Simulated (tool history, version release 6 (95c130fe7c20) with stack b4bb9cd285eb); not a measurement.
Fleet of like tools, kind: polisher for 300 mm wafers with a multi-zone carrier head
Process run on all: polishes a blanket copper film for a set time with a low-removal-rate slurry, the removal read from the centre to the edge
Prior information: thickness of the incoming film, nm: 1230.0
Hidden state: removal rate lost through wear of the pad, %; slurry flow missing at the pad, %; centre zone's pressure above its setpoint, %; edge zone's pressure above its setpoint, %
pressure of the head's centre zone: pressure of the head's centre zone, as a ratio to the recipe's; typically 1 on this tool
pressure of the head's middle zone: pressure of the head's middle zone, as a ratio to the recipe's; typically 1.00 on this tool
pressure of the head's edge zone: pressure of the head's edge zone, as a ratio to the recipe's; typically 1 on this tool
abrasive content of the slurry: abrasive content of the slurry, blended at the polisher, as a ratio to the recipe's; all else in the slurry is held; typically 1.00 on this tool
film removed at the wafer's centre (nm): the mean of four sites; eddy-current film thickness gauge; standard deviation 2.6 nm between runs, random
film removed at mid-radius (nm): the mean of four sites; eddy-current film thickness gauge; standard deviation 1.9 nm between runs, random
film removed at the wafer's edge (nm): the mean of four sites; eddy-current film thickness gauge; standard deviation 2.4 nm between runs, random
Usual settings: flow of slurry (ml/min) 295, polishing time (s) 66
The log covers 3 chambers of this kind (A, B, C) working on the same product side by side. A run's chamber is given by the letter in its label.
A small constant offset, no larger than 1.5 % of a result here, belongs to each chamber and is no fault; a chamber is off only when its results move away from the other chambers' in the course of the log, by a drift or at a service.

| run | day | flow of slurry (ml/min) | pressure of the head's centre zone | pressure of the head's middle zone | pressure of the head's edge zone | abrasive content of the slurry | polishing time (s) | wafers polished on this pad | hours since the slurry nozzle was cleaned | hours since the centre zone pressure was calibrated | hours since the edge zone pressure was calibrated | film removed at the wafer's centre (nm) | film removed at mid-radius (nm) | film removed at the wafer's edge (nm) |
|---|---|---|---|---|---|---|---|---|---|---|---|---|---|---|
| 1B | 0.333 | 295 | 1 | 1.00 | 1 | 1.00 | 66 | 113 | 511.1 | 272.1 | 1125.6 | 234.15 | 232.51 | 233.70 |
|  | 0.746 | chamber B: slurry nozzle cleaned |
| 2C | 0.754 | 295 | 1 | 1.00 | 1 | 1.00 | 66 | 318 | 384.8 | 344.5 | 1105.4 | 230.05 | 230.65 | 232.99 |
| 3A | 1.117 | 295 | 1 | 1.00 | 1 | 1.00 | 66 | 1100 | 168.1 | 217.3 | 34.0 | 231.21 | 232.58 | 229.67 |
| 4B | 1.488 | 295 | 1 | 1.00 | 1 | 1.00 | 66 | 421 | 17.8 | 299.8 | 1153.3 | 231.76 | 229.41 | 227.85 |
|  | 1.496 | chamber A: worn pad replaced by a new one |
|  | 1.508 | chamber C: edge zone pressure recalibrated |
|  | 1.679 | chamber B: worn pad replaced by a new one |
| 5A | 2.017 | 295 | 1 | 1.00 | 1 | 1.00 | 66 | 140 | 189.7 | 238.9 | 55.6 | 231.95 | 230.30 | 230.46 |
| 6C | 2.450 | 295 | 1 | 1.00 | 1 | 1.00 | 66 | 771 | 425.5 | 385.2 | 22.7 | 227.59 | 230.07 | 235.01 |
|  | 2.625 | chamber C: worn pad replaced by a new one |
| 7A | 2.829 | 295 | 1 | 1.00 | 1 | 1.00 | 66 | 357 | 209.2 | 258.4 | 75.1 | 229.73 | 233.54 | 228.42 |
| 8B | 3.312 | 295 | 1 | 1.00 | 1 | 1.00 | 66 | 437 | 61.6 | 343.6 | 1197.1 | 230.75 | 232.57 | 232.48 |
| 9C | 3.588 | 295 | 1 | 1.00 | 1 | 1.00 | 66 | 257 | 452.8 | 412.5 | 50.0 | 226.77 | 229.94 | 232.17 |
|  | 3.808 | chamber B: worn pad replaced by a new one |
| 10B | 3.958 | 295 | 1 | 1.00 | 1 | 0.75 | 66 | 40 | 77.1 | 359.1 | 1212.6 | 216.05 | 216.98 | 218.38 |
|  | 3.967 | chamber A: slurry nozzle cleaned |
| 11A | 4.362 | 295 | 1 | 1.00 | 1 | 0.75 | 66 | 767 | 9.5 | 295.2 | 111.9 | 214.39 | 217.10 | 214.87 |
| 12C | 4.854 | 295 | 1 | 1.00 | 1 | 0.75 | 66 | 596 | 483.2 | 442.9 | 80.4 | 214.70 | 213.65 | 219.44 |
| 13A | 5.088 | 295 | 1 | 1.00 | 1 | 1.00 | 66 | 961 | 26.9 | 312.6 | 129.3 | 229.89 | 227.05 | 230.47 |
| 14C | 5.350 | 295 | 1 | 1.00 | 1 | 1.00 | 66 | 729 | 495.1 | 454.8 | 92.3 | 230.16 | 231.21 | 238.08 |
|  | 5.683 | chamber C: worn pad replaced by a new one |
|  | 5.804 | chamber B: worn pad replaced by a new one |
| 15B | 5.846 | 295 | 1 | 1.00 | 1 | 1.00 | 66 | 11 | 122.4 | 404.4 | 1257.9 | 230.02 | 229.25 | 235.65 |
| 16A | 6.292 | 295 | 1 | 1.00 | 1 | 1.00 | 66 | 1283 | 55.8 | 341.5 | 158.2 | 226.24 | 230.23 | 234.01 |
| 17B | 6.812 | 295 | 1 | 1.00 | 1 | 1.00 | 66 | 269 | 145.6 | 427.6 | 1281.1 | 227.25 | 229.91 | 230.44 |
| 18C | 7.062 | 295 | 1 | 1.00 | 1 | 1.00 | 66 | 369 | 536.2 | 495.9 | 133.4 | 230.23 | 230.63 | 234.53 |
|  | 7.125 | chamber A: worn pad replaced by a new one |
|  | 7.488 | chamber B: worn pad replaced by a new one |
| 19C | 7.504 | 295 | 1 | 1.00 | 1 | 1.00 | 66 | 487 | 546.8 | 506.5 | 144.0 | 231.01 | 227.79 | 231.48 |
| 20A | 7.829 | 295 | 1 | 1.00 | 1 | 1.00 | 66 | 189 | 92.7 | 378.4 | 195.1 | 226.40 | 233.35 | 232.82 |
| 21B | 8.129 | 295 | 1 | 1.00 | 1 | 1.00 | 66 | 171 | 177.2 | 459.2 | 1312.7 | 229.05 | 234.55 | 231.48 |
| 22C | 8.604 | 295 | 1 | 1.00 | 1 | 1.00 | 66 | 782 | 573.2 | 532.9 | 170.4 | 232.49 | 227.24 | 239.11 |
| 23B | 9.004 | 295 | 1 | 1.00 | 1 | 1.00 | 87 | 405 | 198.2 | 480.2 | 1333.7 | 298.85 | 303.20 | 308.40 |

Next, all 3 chambers run the settings below, one line each with question marks for the results. What does each chamber give?
| 24A | 9.388 | 295 | 1 | 0.92 | 1 | 1.00 | 66 |  |  |  |  | ? | ? | ? |
| 24B | 9.388 | 295 | 1 | 0.92 | 1 | 1.00 | 66 |  |  |  |  | ? | ? | ? |
| 24C | 9.388 | 295 | 1 | 0.92 | 1 | 1.00 | 66 |  |  |  |  | ? | ? | ? |

| run | film removed at the wafer's centre (nm) | film removed at mid-radius (nm) | film removed at the wafer's edge (nm) |
|---|---|---|---|
| 24A | 232.26 | 211.94 | 230.40 |
| 24B | 231.71 | 212.96 | 230.06 |
| 24C | 234.07 | 207.83 | 232.63 |
